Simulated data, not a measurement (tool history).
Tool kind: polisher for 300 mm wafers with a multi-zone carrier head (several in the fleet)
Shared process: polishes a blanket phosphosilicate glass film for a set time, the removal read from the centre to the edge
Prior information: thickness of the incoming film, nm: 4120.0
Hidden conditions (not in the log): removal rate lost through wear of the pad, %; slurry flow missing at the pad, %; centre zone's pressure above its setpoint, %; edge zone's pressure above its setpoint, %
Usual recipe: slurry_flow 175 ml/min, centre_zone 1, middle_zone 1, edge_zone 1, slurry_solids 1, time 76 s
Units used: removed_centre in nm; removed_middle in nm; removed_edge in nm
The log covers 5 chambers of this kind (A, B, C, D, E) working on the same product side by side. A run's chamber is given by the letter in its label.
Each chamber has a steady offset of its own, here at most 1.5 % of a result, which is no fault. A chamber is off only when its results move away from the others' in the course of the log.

run	hour	slurry_flow	centre_zone	middle_zone	edge_zone	slurry_solids	time	wafers polished on this pad	hours since the slurry nozzle was cleaned	hours since the centre zone pressure was calibrated	hours since the edge zone pressure was calibrated	removed_centre	removed_middle	removed_edge
1E	5.5	175	1	1	1	1	76	553	140.2	338.1	401.6	564.17	563.78	551.17
# hour 6.5: chamber A: worn pad replaced by a new one
2C	11.9	175	1	1	1	1	76	835	299.4	390.4	95.6	553.61	553.89	571.47
3D	17.8	175	1	1	1	1	76	767	166.4	1063.2	565.8	556.95	560.54	557.75
# hour 21.8: chamber B: worn pad replaced by a new one
4A	23.7	175	1	1	1	1	76	174	265.2	660.9	884.1	560.61	553.21	564.12
5B	30.7	175	1	1	1	1	76	90	266.4	197.3	276.1	564.31	565.6	566.09
6B	36	175	1	1	1	1	76	143	271.7	202.6	281.4	560.19	565.69	566.57
7D	41.5	175	1	1	1	1	76	1007	190.1	1086.9	589.5	561.03	559.55	558.11
8C	46.8	175	1	1	1	1	76	1188	334.3	425.3	130.5	557.83	558.83	557.67
# hour 54.2: chamber C: worn pad replaced by a new one
9A	54.2	175	1	1	1	1	76	483	295.7	691.4	914.6	563.23	563.76	557.09
10E	61.3	175	1.09	1	1	1	102	1119	196	393.9	457.4	827.96	759.09	747.18
# hour 62.7: chamber D: worn pad replaced by a new one
11B	66.4	175	1.09	1	1	1	102	451	302.1	233	311.8	822.65	762.44	763.03
12C	70.4	175	1.09	1	1	1	102	164	357.9	448.9	154.1	816.84	756.12	750.63
# hour 70.8: chamber B: slurry nozzle cleaned
# hour 72.4: chamber E: worn pad replaced by a new one
13A	76.9	175	1.09	1	1	1	102	713	318.4	714.1	937.3	831.03	740.48	743.16
# hour 80.8: chamber A: worn pad replaced by a new one
14E	85	175	1.09	1	1	1	102	128	219.7	417.6	481.1	844.25	753.24	743.1
15D	92.1	175	1	1	1	1	76	298	240.7	1137.5	640.1	556.54	558.26	556.8
16D	96.3	175	1	1	1	1	76	340	244.9	1141.7	644.3	562.99	556.38	558.86
# hour 100.1: chamber E: edge zone pressure recalibrated
17C	103.7	175	1	1	1	1	76	502	391.2	482.2	187.4	557.97	562.37	561.08
18B	108.4	175	1	1	1	1	76	877	37.7	275	353.8	554.43	567.27	568.59
19A	115.7	175	1	1	1	1	76	354	357.2	752.9	976.1	556.85	561.58	563.23
20E	122	175	1	1	1	1	76	503	256.7	454.6	21.9	560.02	566.62	550.44
21C	127.7	175	1	1	1	1	62	745	415.2	506.2	211.4	455.16	453.19	460.96
# hour 129.4: chamber B: worn pad replaced by a new one
22D	131.9	175	1	1	1	1	62	701	280.5	1177.3	679.9	457.14	457.21	456.34
# hour 134: chamber C: slurry nozzle cleaned
23B	136.7	175	1	1	1	1	62	74	66	303.3	382.1	461.47	461.31	465.72
24A	143.7	175	1	1	1	1	62	638	385.2	780.9	1004.1	453.45	461.2	457.02
25E	151.7	175	1	1	1	1	62	804	286.4	484.3	51.6	459.09	457.85	457.03
# hour 156.5: chamber A: worn pad replaced by a new one
# hour 156.7: chamber C: worn pad replaced by a new one
26B	157.5	175	1	1	1	1	76	285	86.8	324.1	402.9	562.82	555.65	563.35
27A	162.8	175	1	1	1	1	76	64	404.3	800	1023.2	562.39	561.92	558.17
28C	166.6	175	1	1	1	1	76	100	32.7	545.1	250.3	561.33	557.21	559.91
29E	171.6	175	1	1	1	1	76	1005	306.3	504.2	71.5	554.37	563.73	556.8
30D	178	175	1.1	1	1	1	76	1168	326.6	1223.4	726	626.83	554.91	565.08
31A	182.2	175	1.1	1	1	1	76	260	423.7	819.4	1042.6	617.33	557.82	563.02
32C	187	175	1.1	1	1	1	76	307	53.1	565.5	270.7	626.05	550.27	563.41
33E	191.8	175	1.1	1	1	1	76	1210	326.5	524.4	91.7	625.68	560.96	553.18
# hour 193: chamber D: worn pad replaced by a new one
34B	195.7	175	1.1	1	1	1	76	672	125	362.3	441.1	618.6	558.27	564.6
# hour 198.2: chamber E: worn pad replaced by a new one
35D	201.6	175	1	1	1	1	76	87	350.2	1247	749.6	563.59	559.11	562.75
36B	206.6	175	1	1	1	1	76	782	135.9	373.2	452	559.6	565.69	571.49
37E	212.2	175	1	1	1	1	76	142	346.9	544.8	112.1	562.83	566.03	548.54
38C	217	175	1	1	1	1	76	611	83.1	595.5	300.7	554.44	551.48	561.39
39D	221.2	175	1	1	1	1	76	286	369.8	1266.6	769.2	554.38	563.98	559.87
# hour 223.3: chamber A: worn pad replaced by a new one
40A	227.4	175	1	1	1	1	76	42	468.9	864.6	1087.8	556.72	566.8	559.1
41B	234.6	175	1	1	1	1	76	1066	163.9	401.2	480	560.89	558.43	568.43
42E	239.1	175	1	1	1	1	76	414	373.8	571.7	139	570.76	565.07	554.08

Is one chamber off against the others, does the gauge drift, or is nothing wrong? If a chamber is off, say which, and what the likeliest cause is.

The fleet is healthy, with each chamber sitting at its usual small offset and no drift in the gauge.
